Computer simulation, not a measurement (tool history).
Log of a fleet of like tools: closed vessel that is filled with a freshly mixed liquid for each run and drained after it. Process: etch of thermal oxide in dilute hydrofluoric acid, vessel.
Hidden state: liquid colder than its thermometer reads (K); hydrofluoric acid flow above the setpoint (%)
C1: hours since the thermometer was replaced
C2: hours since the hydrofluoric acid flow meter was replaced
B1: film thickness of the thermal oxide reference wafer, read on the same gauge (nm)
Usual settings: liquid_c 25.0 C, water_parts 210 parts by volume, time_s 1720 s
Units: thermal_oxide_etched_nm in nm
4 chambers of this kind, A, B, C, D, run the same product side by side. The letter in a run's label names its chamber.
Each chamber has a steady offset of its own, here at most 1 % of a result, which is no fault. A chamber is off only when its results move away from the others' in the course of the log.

{"run": "1D", "day": 0.579, "liquid_c": 25.0, "water_parts": 210, "time_s": 1720, "C1": 1297.8, "C2": 128.5, "B1": 99.998, "thermal_oxide_etched_nm": 35.28}
{"run": "2A", "day": 0.971, "liquid_c": 25.0, "water_parts": 210, "time_s": 1720, "C1": 446.5, "C2": 314.6, "B1": 99.983, "thermal_oxide_etched_nm": 35.444}
{"run": "3C", "day": 1.375, "liquid_c": 25.0, "water_parts": 210, "time_s": 1720, "C1": 2293.0, "C2": 1075.0, "B1": 100.0, "thermal_oxide_etched_nm": 34.999}
{"run": "4B", "day": 1.908, "liquid_c": 25.0, "water_parts": 210, "time_s": 1720, "C1": 2296.5, "C2": 1545.4, "B1": 100.0, "thermal_oxide_etched_nm": 34.795}
{"day": 1.933, "done": "chamber B: thermometer replaced"}
{"run": "5C", "day": 2.446, "liquid_c": 25.0, "water_parts": 210, "time_s": 1720, "C1": 2318.7, "C2": 1100.7, "B1": 100.01, "thermal_oxide_etched_nm": 35.275}
{"run": "6D", "day": 2.754, "liquid_c": 25.0, "water_parts": 125, "time_s": 1120, "C1": 1350.0, "C2": 180.7, "B1": 100.03, "thermal_oxide_etched_nm": 43.2}
{"run": "7A", "day": 3.129, "liquid_c": 25.0, "water_parts": 125, "time_s": 1120, "C1": 498.3, "C2": 366.4, "B1": 100.04, "thermal_oxide_etched_nm": 42.56}
{"run": "8B", "day": 3.533, "liquid_c": 25.0, "water_parts": 125, "time_s": 1120, "C1": 38.5, "C2": 1584.4, "B1": 99.993, "thermal_oxide_etched_nm": 42.257}
{"run": "9C", "day": 3.812, "liquid_c": 25.0, "water_parts": 125, "time_s": 1120, "C1": 2351.5, "C2": 1133.5, "B1": 99.982, "thermal_oxide_etched_nm": 42.543}
{"run": "10A", "day": 4.362, "liquid_c": 21.0, "water_parts": 290, "time_s": 1720, "C1": 527.9, "C2": 396.0, "B1": 99.976, "thermal_oxide_etched_nm": 20.611}
{"run": "11D", "day": 4.892, "liquid_c": 21.0, "water_parts": 290, "time_s": 1720, "C1": 1401.3, "C2": 232.0, "B1": 100.01, "thermal_oxide_etched_nm": 20.212}
{"run": "12B", "day": 5.258, "liquid_c": 21.0, "water_parts": 290, "time_s": 1720, "C1": 79.9, "C2": 1625.8, "B1": 100.01, "thermal_oxide_etched_nm": 20.545}
{"run": "13D", "day": 5.892, "liquid_c": 21.0, "water_parts": 290, "time_s": 1720, "C1": 1425.3, "C2": 256.0, "B1": 99.991, "thermal_oxide_etched_nm": 20.163}
{"run": "14C", "day": 6.412, "liquid_c": 25.0, "water_parts": 210, "time_s": 1720, "C1": 2413.9, "C2": 1195.9, "B1": 100.0, "thermal_oxide_etched_nm": 35.351}
{"run": "15A", "day": 7.029, "liquid_c": 25.0, "water_parts": 210, "time_s": 1720, "C1": 591.9, "C2": 460.0, "B1": 100.02, "thermal_oxide_etched_nm": 35.212}
{"run": "16B", "day": 7.583, "liquid_c": 25.0, "water_parts": 210, "time_s": 1720, "C1": 135.7, "C2": 1681.6, "B1": 99.976, "thermal_oxide_etched_nm": 35.15}
{"run": "17C", "day": 7.9, "liquid_c": 25.0, "water_parts": 210, "time_s": 1720, "C1": 2449.6, "C2": 1231.6, "B1": 100.0, "thermal_oxide_etched_nm": 35.432}
{"run": "18B", "day": 8.312, "liquid_c": 25.0, "water_parts": 210, "time_s": 1720, "C1": 153.2, "C2": 1699.1, "B1": 99.996, "thermal_oxide_etched_nm": 35.209}
{"day": 8.808, "done": "chamber C: thermometer replaced"}
{"run": "19D", "day": 8.892, "liquid_c": 25.0, "water_parts": 210, "time_s": 2615, "C1": 1497.3, "C2": 328.0, "B1": 100.01, "thermal_oxide_etched_nm": 52.169}
{"run": "20A", "day": 9.271, "liquid_c": 25.0, "water_parts": 210, "time_s": 2615, "C1": 645.7, "C2": 513.8, "B1": 99.997, "thermal_oxide_etched_nm": 53.78}
{"run": "21B", "day": 9.85, "liquid_c": 25.0, "water_parts": 210, "time_s": 2615, "C1": 190.1, "C2": 1736.0, "B1": 99.987, "thermal_oxide_etched_nm": 53.432}
{"run": "22C", "day": 10.238, "liquid_c": 25.0, "water_parts": 210, "time_s": 2615, "C1": 34.4, "C2": 1287.7, "B1": 100.02, "thermal_oxide_etched_nm": 53.935}
{"run": "23D", "day": 10.525, "liquid_c": 25.0, "water_parts": 210, "time_s": 1720, "C1": 1536.5, "C2": 367.2, "B1": 100.02, "thermal_oxide_etched_nm": 34.403}
{"run": "24A", "day": 11.092, "liquid_c": 25.0, "water_parts": 210, "time_s": 1720, "C1": 689.4, "C2": 557.5, "B1": 100.01, "thermal_oxide_etched_nm": 36.007}
{"run": "25C", "day": 11.475, "liquid_c": 29.0, "water_parts": 175, "time_s": 1720, "C1": 64.1, "C2": 1317.4, "B1": 100.03, "thermal_oxide_etched_nm": 51.521}
{"run": "26A", "day": 11.946, "liquid_c": 29.0, "water_parts": 175, "time_s": 1720, "C1": 709.9, "C2": 578.0, "B1": 99.989, "thermal_oxide_etched_nm": 50.848}
{"run": "27D", "day": 12.283, "liquid_c": 29.0, "water_parts": 175, "time_s": 1720, "C1": 1578.7, "C2": 409.4, "B1": 100.0, "thermal_oxide_etched_nm": 49.403}
{"run": "28B", "day": 12.829, "liquid_c": 29.0, "water_parts": 175, "time_s": 1720, "C1": 261.6, "C2": 1807.5, "B1": 99.977, "thermal_oxide_etched_nm": 50.991}
{"day": 12.908, "done": "chamber B: hydrofluoric acid flow meter replaced"}
{"run": "29A", "day": 13.121, "liquid_c": 25.0, "water_parts": 210, "time_s": 1720, "C1": 738.1, "C2": 606.2, "B1": 99.993, "thermal_oxide_etched_nm": 35.622}
{"run": "30B", "day": 13.404, "liquid_c": 25.0, "water_parts": 210, "time_s": 1720, "C1": 275.4, "C2": 12.0, "B1": 100.0, "thermal_oxide_etched_nm": 34.396}
{"run": "31C", "day": 13.967, "liquid_c": 25.0, "water_parts": 210, "time_s": 1720, "C1": 123.9, "C2": 1377.2, "B1": 100.03, "thermal_oxide_etched_nm": 35.352}
{"run": "32D", "day": 14.254, "liquid_c": 25.0, "water_parts": 210, "time_s": 1720, "C1": 1626.0, "C2": 456.7, "B1": 100.02, "thermal_oxide_etched_nm": 34.561}
{"run": "33C", "day": 14.612, "liquid_c": 25.0, "water_parts": 210, "time_s": 1720, "C1": 139.4, "C2": 1392.7, "B1": 100.01, "thermal_oxide_etched_nm": 35.26}
{"run": "34D", "day": 15.204, "liquid_c": 25.0, "water_parts": 210, "time_s": 1720, "C1": 1648.8, "C2": 479.5, "B1": 100.03, "thermal_oxide_etched_nm": 34.22}
{"run": "35A", "day": 15.496, "liquid_c": 25.0, "water_parts": 210, "time_s": 1720, "C1": 795.1, "C2": 663.2, "B1": 100.02, "thermal_oxide_etched_nm": 35.193}
{"run": "36B", "day": 15.817, "liquid_c": 25.0, "water_parts": 210, "time_s": 1720, "C1": 333.3, "C2": 69.9, "B1": 99.991, "thermal_oxide_etched_nm": 34.968}
{"run": "37B", "day": 16.221, "liquid_c": 25.0, "water_parts": 210, "time_s": 1720, "C1": 343.0, "C2": 79.6, "B1": 99.999, "thermal_oxide_etched_nm": 35.638}
{"day": 16.508, "done": "chamber C: hydrofluoric acid flow meter replaced"}
{"run": "38A", "day": 16.808, "liquid_c": 25.0, "water_parts": 210, "time_s": 1720, "C1": 826.6, "C2": 694.7, "B1": 99.979, "thermal_oxide_etched_nm": 35.775}
{"run": "39C", "day": 17.3, "liquid_c": 25.0, "water_parts": 210, "time_s": 1720, "C1": 203.9, "C2": 19.0, "B1": 100.0, "thermal_oxide_etched_nm": 35.481}
{"run": "40D", "day": 17.846, "liquid_c": 25.0, "water_parts": 210, "time_s": 1720, "C1": 1712.2, "C2": 542.9, "B1": 100.0, "thermal_oxide_etched_nm": 33.916}
{"run": "41C", "day": 18.204, "liquid_c": 25.0, "water_parts": 210, "time_s": 1720, "C1": 225.6, "C2": 40.7, "B1": 100.02, "thermal_oxide_etched_nm": 35.017}
{"run": "42B", "day": 18.65, "liquid_c": 25.0, "water_parts": 210, "time_s": 1720, "C1": 401.3, "C2": 137.9, "B1": 100.0, "thermal_oxide_etched_nm": 35.336}
{"run": "43D", "day": 19.258, "liquid_c": 20.5, "water_parts": 210, "time_s": 950, "C1": 1746.1, "C2": 576.8, "B1": 100.02, "thermal_oxide_etched_nm": 15.752}

Is one chamber off against the others, does the gauge drift, or is nothing wrong? If a chamber is off, say which, and what the likeliest cause is.

Chamber D drifts away from the others.
Cause: liquid colder than its thermometer reads (K) = 1.24.
The log may not tell that from: hydrofluoric acid flow below the setpoint (%).

Here are 4 candidates for chamber D's next run, each the usual settings with a change, their results left as question marks. Which one brings its results back in line with what the others give on the usual settings?
In line means no further than this from the other chambers' mean on the usual settings: thermal_oxide_etched_nm 0.910 nm
{"run": "44D-1", "day": 19.721, "liquid_c": 22.5, "water_parts": 210, "time_s": 1720, "thermal_oxide_etched_nm": "?"}
{"run": "44D-2", "day": 19.721, "liquid_c": 25.0, "water_parts": 215, "time_s": 1690, "thermal_oxide_etched_nm": "?"}
{"run": "44D-3", "day": 19.721, "liquid_c": 25.0, "water_parts": 205, "time_s": 1755, "thermal_oxide_etched_nm": "?"}
{"run": "44D-4", "day": 19.721, "liquid_c": 25.0, "water_parts": 210, "time_s": 1865, "thermal_oxide_etched_nm": "?"}

The other chambers' mean on the usual settings: thermal_oxide_etched_nm 35.241 nm
run=44D-1 thermal_oxide_etched_nm=30.905
run=44D-2 thermal_oxide_etched_nm=32.410
run=44D-3 thermal_oxide_etched_nm=35.686
run=44D-4 thermal_oxide_etched_nm=36.819
44D-3 brings the chamber back in line.
